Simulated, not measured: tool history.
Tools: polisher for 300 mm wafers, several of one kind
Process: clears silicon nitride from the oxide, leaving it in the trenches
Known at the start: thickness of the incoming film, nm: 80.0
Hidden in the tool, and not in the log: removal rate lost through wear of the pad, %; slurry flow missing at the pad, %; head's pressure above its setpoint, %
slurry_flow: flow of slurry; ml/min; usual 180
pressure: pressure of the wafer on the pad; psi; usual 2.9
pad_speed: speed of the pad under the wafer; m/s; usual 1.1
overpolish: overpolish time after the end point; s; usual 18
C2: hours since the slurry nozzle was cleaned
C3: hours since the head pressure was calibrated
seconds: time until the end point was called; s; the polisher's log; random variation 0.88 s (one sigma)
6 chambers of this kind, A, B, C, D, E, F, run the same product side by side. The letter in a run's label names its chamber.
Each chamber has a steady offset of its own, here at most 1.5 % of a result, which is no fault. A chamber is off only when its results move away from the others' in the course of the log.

run 1A hour=10.5 | slurry_flow=180 pressure=2.9 pad_speed=1.1 overpolish=18 | wafers_polished_on_this_pad=235 C2=339.4 C3=1105.1 | seconds=84.236
run 2C hour=23.5 | slurry_flow=180 pressure=2.9 pad_speed=1.1 overpolish=18 | wafers_polished_on_this_pad=1027 C2=35.7 C3=48.1 | seconds=80.957
-- hour=24.7 chamber E: worn pad replaced by a new one
run 3D hour=31.4 | slurry_flow=180 pressure=2.9 pad_speed=1.1 overpolish=18 | wafers_polished_on_this_pad=1260 C2=106.6 C3=1113.8 | seconds=78.826
-- hour=38.2 chamber A: slurry nozzle cleaned
-- hour=39.1 chamber D: worn pad replaced by a new one
run 4F hour=41.2 | slurry_flow=180 pressure=2.9 pad_speed=1.1 overpolish=18 | wafers_polished_on_this_pad=934 C2=624.2 C3=399.8 | seconds=80.774
-- hour=44.6 chamber F: worn pad replaced by a new one
run 5E hour=47.5 | slurry_flow=180 pressure=2.9 pad_speed=1.1 overpolish=18 | wafers_polished_on_this_pad=162 C2=407.9 C3=570.2 | seconds=82.366
run 6B hour=62 | slurry_flow=180 pressure=2 pad_speed=0.98 overpolish=18 | wafers_polished_on_this_pad=556 C2=270.2 C3=551.7 | seconds=131.83
run 7F hour=73 | slurry_flow=180 pressure=2 pad_speed=0.98 overpolish=18 | wafers_polished_on_this_pad=202 C2=656 C3=431.6 | seconds=130.67
-- hour=84.2 chamber A: worn pad replaced by a new one
run 8D hour=84.7 | slurry_flow=180 pressure=2 pad_speed=0.98 overpolish=18 | wafers_polished_on_this_pad=324 C2=159.9 C3=1167.1 | seconds=128.73
run 9E hour=97.9 | slurry_flow=180 pressure=2 pad_speed=0.98 overpolish=18 | wafers_polished_on_this_pad=521 C2=458.3 C3=620.6 | seconds=130.67
run 10B hour=111.1 | slurry_flow=180 pressure=2 pad_speed=0.98 overpolish=18 | wafers_polished_on_this_pad=905 C2=319.3 C3=600.8 | seconds=131.9
-- hour=117.7 chamber E: worn pad replaced by a new one
run 11C hour=123.9 | slurry_flow=180 pressure=2 pad_speed=0.98 overpolish=18 | wafers_polished_on_this_pad=1741 C2=136.1 C3=148.5 | seconds=132.05
run 12A hour=130.4 | slurry_flow=180 pressure=2.9 pad_speed=1.1 overpolish=18 | wafers_polished_on_this_pad=328 C2=92.3 C3=1225 | seconds=81.643
-- hour=137.2 chamber B: worn pad replaced by a new one
run 13B hour=143.6 | slurry_flow=180 pressure=2.9 pad_speed=1.1 overpolish=18 | wafers_polished_on_this_pad=46 C2=351.8 C3=633.3 | seconds=80.674
run 14E hour=157.1 | slurry_flow=180 pressure=2.9 pad_speed=1.1 overpolish=18 | wafers_polished_on_this_pad=280 C2=517.5 C3=679.8 | seconds=80.921
run 15D hour=166.6 | slurry_flow=180 pressure=2.9 pad_speed=1.1 overpolish=18 | wafers_polished_on_this_pad=906 C2=241.8 C3=1249 | seconds=78.959
run 16C hour=178.1 | slurry_flow=180 pressure=2.9 pad_speed=1.1 overpolish=18 | wafers_polished_on_this_pad=2126 C2=190.3 C3=202.7 | seconds=82.907
-- hour=179.8 chamber A: head pressure recalibrated
-- hour=180.6 chamber F: worn pad replaced by a new one
-- hour=182.3 chamber E: head pressure recalibrated
run 17A hour=191.6 | slurry_flow=180 pressure=2.9 pad_speed=1.1 overpolish=18 | wafers_polished_on_this_pad=763 C2=153.5 C3=11.8 | seconds=78.655
-- hour=192 chamber F: slurry nozzle cleaned
-- hour=195.9 chamber A: worn pad replaced by a new one
run 18F hour=205.8 | slurry_flow=180 pressure=2.9 pad_speed=1.1 overpolish=18 | wafers_polished_on_this_pad=179 C2=13.9 C3=564.4 | seconds=80
run 19E hour=217.9 | slurry_flow=180 pressure=2.9 pad_speed=1.1 overpolish=18 | wafers_polished_on_this_pad=712 C2=578.3 C3=35.6 | seconds=80.002
-- hour=219.7 chamber D: head pressure recalibrated
-- hour=229 chamber E: worn pad replaced by a new one
run 20C hour=229.4 | slurry_flow=180 pressure=2.9 pad_speed=1.1 overpolish=18 | wafers_polished_on_this_pad=2491 C2=241.6 C3=254 | seconds=83.464
-- hour=232.1 chamber D: worn pad replaced by a new one
run 21D hour=242.8 | slurry_flow=180 pressure=2.9 pad_speed=1.1 overpolish=18 | wafers_polished_on_this_pad=76 C2=318 C3=23.1 | seconds=79.725
-- hour=250 chamber E: slurry nozzle cleaned
run 22B hour=252.6 | slurry_flow=180 pressure=2.9 pad_speed=1.1 overpolish=18 | wafers_polished_on_this_pad=820 C2=460.8 C3=742.3 | seconds=80.323
-- hour=254.1 chamber B: head pressure recalibrated
run 23F hour=261.2 | slurry_flow=180 pressure=2.9 pad_speed=1.1 overpolish=18 | wafers_polished_on_this_pad=573 C2=69.3 C3=619.8 | seconds=81.888
run 24A hour=273.9 | slurry_flow=180 pressure=2.9 pad_speed=1.1 overpolish=18 | wafers_polished_on_this_pad=555 C2=235.8 C3=94.1 | seconds=80.144
run 25E hour=282.2 | slurry_flow=180 pressure=2.9 pad_speed=1.1 overpolish=18 | wafers_polished_on_this_pad=378 C2=32.2 C3=99.9 | seconds=80.471
-- hour=288.5 chamber B: worn pad replaced by a new one
-- hour=294.4 chamber A: worn pad replaced by a new one
run 26D hour=296.6 | slurry_flow=180 pressure=2.9 pad_speed=1.1 overpolish=18 | wafers_polished_on_this_pad=458 C2=371.8 C3=76.9 | seconds=80.713
run 27C hour=309.6 | slurry_flow=180 pressure=2.9 pad_speed=1.1 overpolish=18 | wafers_polished_on_this_pad=3061 C2=321.8 C3=334.2 | seconds=85.862
-- hour=315.2 chamber F: worn pad replaced by a new one
run 28B hour=316.5 | slurry_flow=180 pressure=2.9 pad_speed=1.1 overpolish=18 | wafers_polished_on_this_pad=199 C2=524.7 C3=62.5 | seconds=80.688
run 29A hour=324.1 | slurry_flow=180 pressure=2.9 pad_speed=1.1 overpolish=18 | wafers_polished_on_this_pad=211 C2=286 C3=144.3 | seconds=83.125
-- hour=324.2 chamber E: worn pad replaced by a new one
run 30F hour=334.7 | slurry_flow=180 pressure=3.2 pad_speed=0.9 overpolish=18 | wafers_polished_on_this_pad=139 C2=142.8 C3=693.3 | seconds=89.087
run 31B hour=344 | slurry_flow=180 pressure=3.2 pad_speed=0.9 overpolish=18 | wafers_polished_on_this_pad=394 C2=552.2 C3=90 | seconds=88.535
run 32C hour=356.4 | slurry_flow=180 pressure=3.2 pad_speed=0.9 overpolish=18 | wafers_polished_on_this_pad=3393 C2=368.6 C3=381 | seconds=96.01
run 33E hour=364.9 | slurry_flow=180 pressure=3.2 pad_speed=0.9 overpolish=18 | wafers_polished_on_this_pad=289 C2=114.9 C3=182.6 | seconds=89.889
run 34A hour=375.8 | slurry_flow=180 pressure=3.2 pad_speed=0.9 overpolish=18 | wafers_polished_on_this_pad=579 C2=337.7 C3=196 | seconds=91.276
run 35D hour=389.2 | slurry_flow=180 pressure=3.2 pad_speed=0.9 overpolish=18 | wafers_polished_on_this_pad=1116 C2=464.4 C3=169.5 | seconds=88.992
-- hour=400 chamber A: worn pad replaced by a new one
run 36F hour=403.4 | slurry_flow=180 pressure=2.9 pad_speed=1.1 overpolish=18 | wafers_polished_on_this_pad=627 C2=211.5 C3=762 | seconds=79.435
-- hour=408.9 chamber F: head pressure recalibrated
-- hour=413.4 chamber E: worn pad replaced by a new one
-- hour=415.6 chamber D: worn pad replaced by a new one
run 37B hour=416.5 | slurry_flow=180 pressure=2.1 pad_speed=1.1 overpolish=18 | wafers_polished_on_this_pad=910 C2=624.7 C3=162.5 | seconds=109.75
-- hour=424.5 chamber F: worn pad replaced by a new one
run 38A hour=425.2 | slurry_flow=180 pressure=2.1 pad_speed=1.1 overpolish=18 | wafers_polished_on_this_pad=179 C2=387.1 C3=245.4 | seconds=113.62
run 39E hour=432.1 | slurry_flow=180 pressure=2.1 pad_speed=1.1 overpolish=18 | wafers_polished_on_this_pad=133 C2=182.1 C3=249.8 | seconds=110.85
run 40C hour=443 | slurry_flow=180 pressure=2.1 pad_speed=1.1 overpolish=18 | wafers_polished_on_this_pad=4009 C2=455.2 C3=467.6 | seconds=123.81
run 41D hour=454.3 | slurry_flow=180 pressure=2.1 pad_speed=1.1 overpolish=18 | wafers_polished_on_this_pad=275 C2=529.5 C3=234.6 | seconds=113.45
run 42F hour=466.6 | slurry_flow=180 pressure=2.1 pad_speed=1.1 overpolish=18 | wafers_polished_on_this_pad=299 C2=274.7 C3=57.7 | seconds=111.4
run 43D hour=479.2 | slurry_flow=180 pressure=2.9 pad_speed=1.1 overpolish=18 | wafers_polished_on_this_pad=452 C2=554.4 C3=259.5 | seconds=81.106
run 44F hour=491.9 | slurry_flow=180 pressure=2.9 pad_speed=1.1 overpolish=18 | wafers_polished_on_this_pad=479 C2=300 C3=83 | seconds=83.086

What goes on in this fleet: one chamber off, a drifting gauge, or nothing beyond the chambers' own small offsets? Name the chamber and the cause, if any.

Chamber C drifts away from the others.
Cause: removal rate lost through wear of the pad, % = 10.5.
The log may not tell that from: slurry flow missing at the pad, %; head's pressure below its setpoint, %.

Here are 4 candidates for chamber C's next run, each the usual settings with a change, their results left as question marks. Which one brings its results back in line with what the others give on the usual settings?
In line means no further than this from the other chambers' mean on the usual settings: seconds 3.1 s
run 45C-1 hour=502.4 | slurry_flow=180 pressure=3.1 pad_speed=1.1 overpolish=18 | seconds=?
run 45C-2 hour=502.4 | slurry_flow=185 pressure=3.3 pad_speed=1.1 overpolish=18 | seconds=?
run 45C-3 hour=502.4 | slurry_flow=125 pressure=2.9 pad_speed=1.1 overpolish=18 | seconds=?
run 45C-4 hour=502.4 | slurry_flow=180 pressure=2.7 pad_speed=1.04 overpolish=18 | seconds=?

The other chambers' mean on the usual settings: seconds 81.123 s
run=45C-1 seconds=86.167
run=45C-2 seconds=80.69
run=45C-3 seconds=98.132
run=45C-4 seconds=104.48
45C-2 brings the chamber back in line.

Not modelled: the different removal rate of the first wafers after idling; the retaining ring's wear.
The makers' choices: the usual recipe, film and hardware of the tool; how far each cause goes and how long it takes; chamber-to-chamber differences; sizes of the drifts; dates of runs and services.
